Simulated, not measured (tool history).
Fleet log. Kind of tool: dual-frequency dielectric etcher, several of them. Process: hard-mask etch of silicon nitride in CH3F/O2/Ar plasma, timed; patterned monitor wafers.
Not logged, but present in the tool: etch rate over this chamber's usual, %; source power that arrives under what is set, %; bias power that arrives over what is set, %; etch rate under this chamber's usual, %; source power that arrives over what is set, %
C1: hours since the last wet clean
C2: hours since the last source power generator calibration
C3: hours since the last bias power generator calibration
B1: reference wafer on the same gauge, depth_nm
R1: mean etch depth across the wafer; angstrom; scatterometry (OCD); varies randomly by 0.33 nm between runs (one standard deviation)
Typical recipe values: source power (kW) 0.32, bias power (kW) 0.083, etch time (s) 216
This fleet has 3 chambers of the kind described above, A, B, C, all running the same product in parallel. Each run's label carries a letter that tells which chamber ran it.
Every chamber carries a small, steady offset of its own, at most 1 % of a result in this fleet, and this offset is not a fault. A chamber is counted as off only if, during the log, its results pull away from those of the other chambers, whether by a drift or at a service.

Run 1C, hour 7.1: usual settings; C1 173.4; C2 2956.4; C3 2543.7; B1 134.03. Result: R1 1463.8 angstrom.
Run 2A, hour 14.9: usual settings; C1 22.5; C2 828.3; C3 286.9; B1 134.09. Result: R1 1466.7 angstrom.
Run 3B, hour 25.3: usual settings; C1 374.3; C2 322; C3 1213.8; B1 133.99. Result: R1 1447.3 angstrom.
Run 4A, hour 33.9: usual settings; C1 41.5; C2 847.3; C3 305.9; B1 134.05. Result: R1 1465.4 angstrom.
Run 5B, hour 38.9: usual settings; C1 387.9; C2 335.6; C3 1227.4; B1 134.05. Result: R1 1446.7 angstrom.
Run 6C, hour 46.2: usual settings; C1 212.5; C2 2995.5; C3 2582.8; B1 133.95. Result: R1 1457.9 angstrom.
Run 7C, hour 55.7: usual settings; C1 222; C2 3005; C3 2592.3; B1 134.06. Result: R1 1466 angstrom.
Run 8B, hour 65.1: usual settings; C1 414.1; C2 361.8; C3 1253.6; B1 133.96. Result: R1 1441.9 angstrom.
Run 9A, hour 70.2: usual settings; C1 77.8; C2 883.6; C3 342.2; B1 133.98. Result: R1 1472.5 angstrom.
Run 10B, hour 76.4: usual settings; C1 425.4; C2 373.1; C3 1264.9; B1 134.02. Result: R1 1447.5 angstrom.
Run 11C, hour 85.9: usual settings; C1 252.2; C2 3035.2; C3 2622.5; B1 134.01. Result: R1 1457.8 angstrom.
Run 12A, hour 90.7: usual settings; C1 98.3; C2 904.1; C3 362.7; B1 134.05. Result: R1 1476.1 angstrom.
Run 13A, hour 98.9: usual settings; C1 106.5; C2 912.3; C3 370.9; B1 133.97. Result: R1 1471.4 angstrom.
Run 14B, hour 106.9: usual settings; C1 455.9; C2 403.6; C3 1295.4; B1 133.97. Result: R1 1450.2 angstrom.
Run 15C, hour 116.2: usual settings; C1 282.5; C2 3065.5; C3 2652.8; B1 133.98. Result: R1 1467.9 angstrom.
Run 16A, hour 125.7: usual settings; C1 133.3; C2 939.1; C3 397.7; B1 133.94. Result: R1 1471.9 angstrom.
Run 17B, hour 132.1: usual settings; C1 481.1; C2 428.8; C3 1320.6; B1 134.03. Result: R1 1448.8 angstrom.
Run 18C, hour 142: usual settings but bias power (kW) 0.07, etch time (s) 273; C1 308.3; C2 3091.3; C3 2678.6; B1 133.98. Result: R1 1739.8 angstrom.
Run 19C, hour 151.8: usual settings but bias power (kW) 0.07, etch time (s) 273; C1 318.1; C2 3101.1; C3 2688.4; B1 133.93. Result: R1 1742.9 angstrom.
Run 20A, hour 160.6: usual settings but bias power (kW) 0.07, etch time (s) 273; C1 168.2; C2 974; C3 432.6; B1 133.97. Result: R1 1748 angstrom.
Run 21B, hour 167: usual settings; C1 516; C2 463.7; C3 1355.5; B1 134. Result: R1 1448.7 angstrom.
Run 22A, hour 173.6: usual settings; C1 181.2; C2 987; C3 445.6; B1 134.04. Result: R1 1472.7 angstrom.
Run 23B, hour 180.7: usual settings; C1 529.7; C2 477.4; C3 1369.2; B1 134.01. Result: R1 1451.9 angstrom.
Run 24C, hour 190: usual settings but bias power (kW) 0.093; C1 356.3; C2 3139.3; C3 2726.6; B1 134.06. Result: R1 1516.9 angstrom.
Run 25C, hour 194.9: usual settings but bias power (kW) 0.093; C1 361.2; C2 3144.2; C3 2731.5; B1 134.12. Result: R1 1527.8 angstrom.
At hour 197.7: chamber B: wet clean of the chamber.
Run 26A, hour 200.5: usual settings but bias power (kW) 0.093; C1 208.1; C2 1013.9; C3 472.5; B1 134.04. Result: R1 1526.6 angstrom.
Run 27B, hour 206.1: usual settings but source power (kW) 0.35, etch time (s) 277; C1 8.4; C2 502.8; C3 1394.6; B1 134.03. Result: R1 1924.8 angstrom.

All chambers now run identical settings, listed one chamber a line with results as question marks. What results will each chamber show?
Run 28A, hour 213.6: usual settings but etch time (s) 155. Result: R1 ?.
Run 28B, hour 213.6: usual settings but etch time (s) 155. Result: R1 ?.
Run 28C, hour 213.6: usual settings but etch time (s) 155. Result: R1 ?.

run      R1
28A  1057.9
28B    1042
28C  1048.4

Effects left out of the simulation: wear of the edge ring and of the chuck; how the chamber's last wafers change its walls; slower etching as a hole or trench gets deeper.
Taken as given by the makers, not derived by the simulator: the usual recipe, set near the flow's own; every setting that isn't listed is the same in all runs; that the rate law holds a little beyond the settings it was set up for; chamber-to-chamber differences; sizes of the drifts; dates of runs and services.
